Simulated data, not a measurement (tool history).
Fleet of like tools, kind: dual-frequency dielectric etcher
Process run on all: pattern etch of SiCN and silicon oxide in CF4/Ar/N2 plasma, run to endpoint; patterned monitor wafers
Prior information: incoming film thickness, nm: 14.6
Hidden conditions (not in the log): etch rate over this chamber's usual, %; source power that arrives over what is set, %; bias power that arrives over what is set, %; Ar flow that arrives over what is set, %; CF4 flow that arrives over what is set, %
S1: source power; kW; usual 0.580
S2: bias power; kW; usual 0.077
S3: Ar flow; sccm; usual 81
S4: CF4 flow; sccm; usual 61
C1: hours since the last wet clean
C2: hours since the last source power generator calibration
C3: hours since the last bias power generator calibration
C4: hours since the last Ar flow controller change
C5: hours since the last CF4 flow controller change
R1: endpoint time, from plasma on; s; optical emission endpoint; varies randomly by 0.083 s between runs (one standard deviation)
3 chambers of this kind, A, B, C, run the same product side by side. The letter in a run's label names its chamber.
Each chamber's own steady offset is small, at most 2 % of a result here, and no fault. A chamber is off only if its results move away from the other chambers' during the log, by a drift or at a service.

| run | hour | S1 | S2 | S3 | S4 | C1 | C2 | C3 | C4 | C5 | R1 |
|---|---|---|---|---|---|---|---|---|---|---|---|
| 1A | 6.0 | 0.580 | 0.077 | 81 | 61 | 256.8 | 825.9 | 1587.2 | 1906.3 | 2167.8 | 13.021 |
| 2C | 9.2 | 0.580 | 0.077 | 81 | 61 | 424.5 | 2374.2 | 432.1 | 1139.9 | 3069.6 | 13.014 |
| 3B | 15.3 | 0.580 | 0.077 | 81 | 61 | 58.5 | 352.2 | 1744.3 | 1703.8 | 921.4 | 12.969 |
| 4B | 18.5 | 0.580 | 0.077 | 81 | 61 | 61.7 | 355.4 | 1747.5 | 1707.0 | 924.6 | 12.875 |
| 5C | 24.1 | 0.580 | 0.077 | 81 | 61 | 439.4 | 2389.1 | 447.0 | 1154.8 | 3084.5 | 13.136 |
| 6A | 29.4 | 0.580 | 0.077 | 81 | 61 | 280.2 | 849.3 | 1610.6 | 1929.7 | 2191.2 | 13.139 |
| 7A | 32.3 | 0.580 | 0.077 | 81 | 61 | 283.1 | 852.2 | 1613.5 | 1932.6 | 2194.1 | 12.872 |
| 8B | 35.6 | 0.640 | 0.077 | 81 | 61 | 78.8 | 372.5 | 1764.6 | 1724.1 | 941.7 | 11.826 |
| 9C | 38.5 | 0.640 | 0.077 | 81 | 61 | 453.8 | 2403.5 | 461.4 | 1169.2 | 3098.9 | 11.896 |
| 10A | 42.8 | 0.640 | 0.077 | 81 | 61 | 293.6 | 862.7 | 1624.0 | 1943.1 | 2204.6 | 11.880 |
| 11B | 46.8 | 0.580 | 0.077 | 81 | 61 | 90.0 | 383.7 | 1775.8 | 1735.3 | 952.9 | 12.933 |
|  | 48.2 | chamber C: wet clean of the chamber |
| 12C | 51.4 | 0.580 | 0.077 | 81 | 61 | 3.3 | 2416.4 | 474.3 | 1182.1 | 3111.8 | 13.002 |
| 13C | 54.7 | 0.580 | 0.077 | 81 | 61 | 6.6 | 2419.7 | 477.6 | 1185.4 | 3115.1 | 12.955 |
| 14A | 57.8 | 0.580 | 0.077 | 81 | 61 | 308.6 | 877.7 | 1639.0 | 1958.1 | 2219.6 | 13.075 |
| 15B | 61.3 | 0.580 | 0.077 | 81 | 61 | 104.5 | 398.2 | 1790.3 | 1749.8 | 967.4 | 12.806 |
| 16C | 64.1 | 0.580 | 0.077 | 81 | 61 | 16.0 | 2429.1 | 487.0 | 1194.8 | 3124.5 | 13.058 |
| 17B | 67.3 | 0.580 | 0.093 | 67 | 61 | 110.5 | 404.2 | 1796.3 | 1755.8 | 973.4 | 11.801 |
| 18A | 70.4 | 0.580 | 0.093 | 67 | 61 | 321.2 | 890.3 | 1651.6 | 1970.7 | 2232.2 | 11.851 |
| 19C | 76.1 | 0.580 | 0.093 | 67 | 61 | 28.0 | 2441.1 | 499.0 | 1206.8 | 3136.5 | 11.962 |
| 20A | 78.8 | 0.580 | 0.067 | 81 | 61 | 329.6 | 898.7 | 1660.0 | 1979.1 | 2240.6 | 13.638 |
| 21B | 83.4 | 0.580 | 0.067 | 81 | 61 | 126.6 | 420.3 | 1812.4 | 1771.9 | 989.5 | 13.485 |

The same settings go to every chamber for the next run, one line per chamber below. Forecast the results for each:
| 22A | 87.8 | 0.580 | 0.077 | 81 | 61 |  |  |  |  |  | ? |
| 22B | 87.8 | 0.580 | 0.077 | 81 | 61 |  |  |  |  |  | ? |
| 22C | 87.8 | 0.580 | 0.077 | 81 | 61 |  |  |  |  |  | ? |

| run | R1 |
|---|---|
| 22A | 12.938 |
| 22B | 12.684 |
| 22C | 12.906 |
